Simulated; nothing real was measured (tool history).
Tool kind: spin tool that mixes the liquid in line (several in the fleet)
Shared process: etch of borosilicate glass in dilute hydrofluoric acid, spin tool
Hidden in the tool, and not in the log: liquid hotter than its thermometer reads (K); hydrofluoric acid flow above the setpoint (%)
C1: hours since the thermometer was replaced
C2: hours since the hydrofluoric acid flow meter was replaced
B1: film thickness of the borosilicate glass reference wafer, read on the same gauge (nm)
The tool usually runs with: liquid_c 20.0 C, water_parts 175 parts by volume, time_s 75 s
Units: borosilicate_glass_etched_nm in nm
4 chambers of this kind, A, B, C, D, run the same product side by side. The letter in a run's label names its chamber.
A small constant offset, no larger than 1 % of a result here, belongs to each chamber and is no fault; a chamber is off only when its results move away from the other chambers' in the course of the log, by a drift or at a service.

run 1B hour=4.0 | liquid_c=20.0 water_parts=175 time_s=75 | C1=459.3 C2=648.4 | B1=100.010 | borosilicate_glass_etched_nm=11.0670
run 2D hour=11.6 | liquid_c=20.0 water_parts=175 time_s=75 | C1=679.0 C2=198.9 | B1=100.000 | borosilicate_glass_etched_nm=11.1660
run 3A hour=16.0 | liquid_c=20.0 water_parts=175 time_s=75 | C1=587.1 C2=610.4 | B1=100.010 | borosilicate_glass_etched_nm=11.2700
-- hour=16.5 chamber D: thermometer replaced
run 4C hour=19.6 | liquid_c=20.0 water_parts=175 time_s=75 | C1=2474.1 C2=380.3 | B1=100.030 | borosilicate_glass_etched_nm=10.9640
run 5B hour=27.3 | liquid_c=20.0 water_parts=175 time_s=75 | C1=482.6 C2=671.7 | B1=100.000 | borosilicate_glass_etched_nm=11.3390
run 6C hour=34.4 | liquid_c=22.5 water_parts=175 time_s=75 | C1=2488.9 C2=395.1 | B1=99.981 | borosilicate_glass_etched_nm=12.0550
run 7D hour=39.3 | liquid_c=22.5 water_parts=175 time_s=75 | C1=22.8 C2=226.6 | B1=100.010 | borosilicate_glass_etched_nm=12.1150
run 8A hour=43.0 | liquid_c=22.5 water_parts=175 time_s=75 | C1=614.1 C2=637.4 | B1=99.959 | borosilicate_glass_etched_nm=12.1960
run 9B hour=48.4 | liquid_c=22.5 water_parts=175 time_s=75 | C1=503.7 C2=692.8 | B1=100.010 | borosilicate_glass_etched_nm=12.3420
run 10A hour=56.0 | liquid_c=20.0 water_parts=175 time_s=75 | C1=627.1 C2=650.4 | B1=99.978 | borosilicate_glass_etched_nm=11.0960
run 11D hour=59.8 | liquid_c=20.0 water_parts=205 time_s=55 | C1=43.3 C2=247.1 | B1=99.981 | borosilicate_glass_etched_nm=6.6515
run 12C hour=64.5 | liquid_c=20.0 water_parts=205 time_s=55 | C1=2519.0 C2=425.2 | B1=99.990 | borosilicate_glass_etched_nm=6.7863
run 13A hour=70.6 | liquid_c=20.0 water_parts=205 time_s=55 | C1=641.7 C2=665.0 | B1=99.977 | borosilicate_glass_etched_nm=6.7788
-- hour=74.9 chamber A: hydrofluoric acid flow meter replaced
run 14D hour=75.2 | liquid_c=20.0 water_parts=205 time_s=55 | C1=58.7 C2=262.5 | B1=99.988 | borosilicate_glass_etched_nm=6.7755
run 15B hour=82.8 | liquid_c=20.0 water_parts=205 time_s=75 | C1=538.1 C2=727.2 | B1=100.030 | borosilicate_glass_etched_nm=9.2567
run 16C hour=89.5 | liquid_c=20.0 water_parts=205 time_s=75 | C1=2544.0 C2=450.2 | B1=100.030 | borosilicate_glass_etched_nm=9.4769
run 17D hour=93.2 | liquid_c=20.0 water_parts=205 time_s=75 | C1=76.7 C2=280.5 | B1=100.020 | borosilicate_glass_etched_nm=9.3405
run 18C hour=98.4 | liquid_c=20.0 water_parts=205 time_s=75 | C1=2552.9 C2=459.1 | B1=100.020 | borosilicate_glass_etched_nm=9.4254
run 19B hour=104.0 | liquid_c=20.0 water_parts=175 time_s=75 | C1=559.3 C2=748.4 | B1=100.020 | borosilicate_glass_etched_nm=11.1710
run 20A hour=111.4 | liquid_c=20.0 water_parts=175 time_s=75 | C1=682.5 C2=36.5 | B1=100.040 | borosilicate_glass_etched_nm=11.3290
run 21B hour=119.0 | liquid_c=20.0 water_parts=175 time_s=75 | C1=574.3 C2=763.4 | B1=100.010 | borosilicate_glass_etched_nm=11.0290
run 22A hour=123.5 | liquid_c=20.0 water_parts=175 time_s=75 | C1=694.6 C2=48.6 | B1=99.980 | borosilicate_glass_etched_nm=11.1880
run 23C hour=128.1 | liquid_c=20.0 water_parts=175 time_s=75 | C1=2582.6 C2=488.8 | B1=99.995 | borosilicate_glass_etched_nm=11.8740
run 24D hour=135.1 | liquid_c=20.0 water_parts=175 time_s=75 | C1=118.6 C2=322.4 | B1=99.990 | borosilicate_glass_etched_nm=11.0490
run 25A hour=142.8 | liquid_c=20.0 water_parts=175 time_s=75 | C1=713.9 C2=67.9 | B1=99.986 | borosilicate_glass_etched_nm=11.1420

Which is it: a chamber that has drifted or been left off by a service, a gauge drift common to all chambers, or only each chamber's usual small offset? If a chamber is off, name it and its likeliest cause.

Little by little, chamber C moves away from the other chambers.
What lies behind it: hydrofluoric acid flow above the setpoint (%) = 5.76.
The log might look much the same if the cause were instead: liquid hotter than its thermometer reads (K).

Here are 4 candidates for chamber C's next run, each the usual settings with a change, their results left as question marks. Which one brings its results back in line with what the others give on the usual settings?
In line here means within this much of the mean the other chambers give on the usual settings: borosilicate_glass_etched_nm 0.3600 nm
run 26C-1 hour=148.4 | liquid_c=20.0 water_parts=175 time_s=80 | borosilicate_glass_etched_nm=?
run 26C-2 hour=148.4 | liquid_c=20.0 water_parts=165 time_s=80 | borosilicate_glass_etched_nm=?
run 26C-3 hour=148.4 | liquid_c=20.0 water_parts=175 time_s=70 | borosilicate_glass_etched_nm=?
run 26C-4 hour=148.4 | liquid_c=19.5 water_parts=190 time_s=75 | borosilicate_glass_etched_nm=?

The other chambers' mean on the usual settings: borosilicate_glass_etched_nm 11.1220 nm
run=26C-1 borosilicate_glass_etched_nm=12.7190
run=26C-2 borosilicate_glass_etched_nm=13.6140
run=26C-3 borosilicate_glass_etched_nm=11.1300
run=26C-4 borosilicate_glass_etched_nm=10.6250
The answer is 26C-3, which returns the chamber to within the allowed miss of the others.

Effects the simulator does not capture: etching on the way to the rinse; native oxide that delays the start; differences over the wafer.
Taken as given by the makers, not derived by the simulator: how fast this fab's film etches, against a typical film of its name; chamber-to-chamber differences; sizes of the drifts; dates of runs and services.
